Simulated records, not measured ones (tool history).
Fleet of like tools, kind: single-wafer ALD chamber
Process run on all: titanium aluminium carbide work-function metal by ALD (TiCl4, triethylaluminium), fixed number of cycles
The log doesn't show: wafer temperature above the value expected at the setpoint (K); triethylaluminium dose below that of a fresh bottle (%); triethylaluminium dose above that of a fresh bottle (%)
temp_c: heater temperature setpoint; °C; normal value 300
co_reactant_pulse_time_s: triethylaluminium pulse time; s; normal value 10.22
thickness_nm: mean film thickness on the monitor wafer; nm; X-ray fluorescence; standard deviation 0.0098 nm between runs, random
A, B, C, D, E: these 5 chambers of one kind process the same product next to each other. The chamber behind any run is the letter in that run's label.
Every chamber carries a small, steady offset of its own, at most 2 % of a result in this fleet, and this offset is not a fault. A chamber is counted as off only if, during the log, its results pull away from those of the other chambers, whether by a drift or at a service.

run	hour	temp_c	co_reactant_pulse_time_s	hours since the last thermocouple change	hours since the last triethylaluminium bottle change	read-back reference wafer on the same gauge, thickness_nm	thickness_nm
1A	7.1	300	10.22	344.4	1156.6	2.1901	1.9688
2D	11	300	10.22	1866.5	641.3	2.1874	2.006
3E	16.4	300	10.22	2651.6	728.5	2.1914	2.019
# hour 18.1: chamber E: thermocouple changed; heater temperature recalibrated
4B	21.9	300	10.22	278.2	594.3	2.1904	2.0078
5C	25	300	10.22	112.7	681.9	2.1939	2.0355
6D	29.6	300	10.22	1885.1	659.9	2.1923	1.9904
7E	33.7	300	10.22	15.7	745.8	2.1919	2.0258
8B	36.9	300	10.22	293.2	609.3	2.1911	2.0088
9C	43.1	300	10.22	130.8	700	2.1915	2.0372
10A	46.8	300	10.22	384.1	1196.3	2.1916	1.9748
11D	50.1	300	10.22	1905.6	680.4	2.1893	1.9876
12B	55.7	292	8.63	312	628.1	2.1876	1.8787
13A	61	292	8.63	398.3	1210.5	2.1927	1.8702
14C	66.6	292	8.63	154.3	723.5	2.1918	1.9387
15E	71.2	292	8.63	53.2	783.3	2.19	1.9077
16D	77.4	292	8.63	1932.9	707.7	2.1897	1.8664
17E	83.6	300	10.22	65.6	795.7	2.1897	2.0199
18C	89	300	10.22	176.7	745.9	2.1894	2.0558
19A	95.8	300	10.22	433.1	1245.3	2.1891	1.983
20B	99.8	300	10.22	356.1	672.2	2.1911	2.007
21D	106.3	300	10.22	1961.8	736.6	2.1882	1.9844
22C	110.3	312	10.22	198	767.2	2.1911	2.1499
# hour 111.8: chamber C: triethylaluminium bottle replaced
23E	115.1	312	10.22	97.1	827.2	2.1908	2.1393
24B	118.2	312	10.22	374.5	690.6	2.1889	2.1001
25A	123.4	312	10.22	460.7	1272.9	2.1873	2.0752
26D	130.5	312	10.22	1986	760.8	2.1906	2.1069
27E	136.3	300	10.22	118.3	848.4	2.1901	2.0013
28A	141.7	288	7.64	479	1291.2	2.1917	1.8123
29C	146.2	288	7.64	233.9	34.5	2.1902	1.8596
30B	150.8	288	7.64	407.1	723.2	2.1895	1.813
31B	157.9	288	7.64	414.2	730.3	2.1909	1.7983
32A	161.6	288	7.64	498.9	1311.1	2.1907	1.7987
33C	166.6	300	10.22	254.3	54.9	2.1902	2.0386
34D	171.1	312	11.63	2026.6	801.4	2.1912	2.1118
35E	177.5	312	11.63	159.5	889.6	2.1941	2.1344

All 5 chambers run these settings next. Forecast each chamber's results:
36A	182.6	286	10.22				?
36B	182.6	286	10.22				?
36C	182.6	286	10.22				?
36D	182.6	286	10.22				?
36E	182.6	286	10.22				?

run	thickness_nm
36A	1.8541
36B	1.888
36C	1.9211
36D	1.8652
36E	1.9139
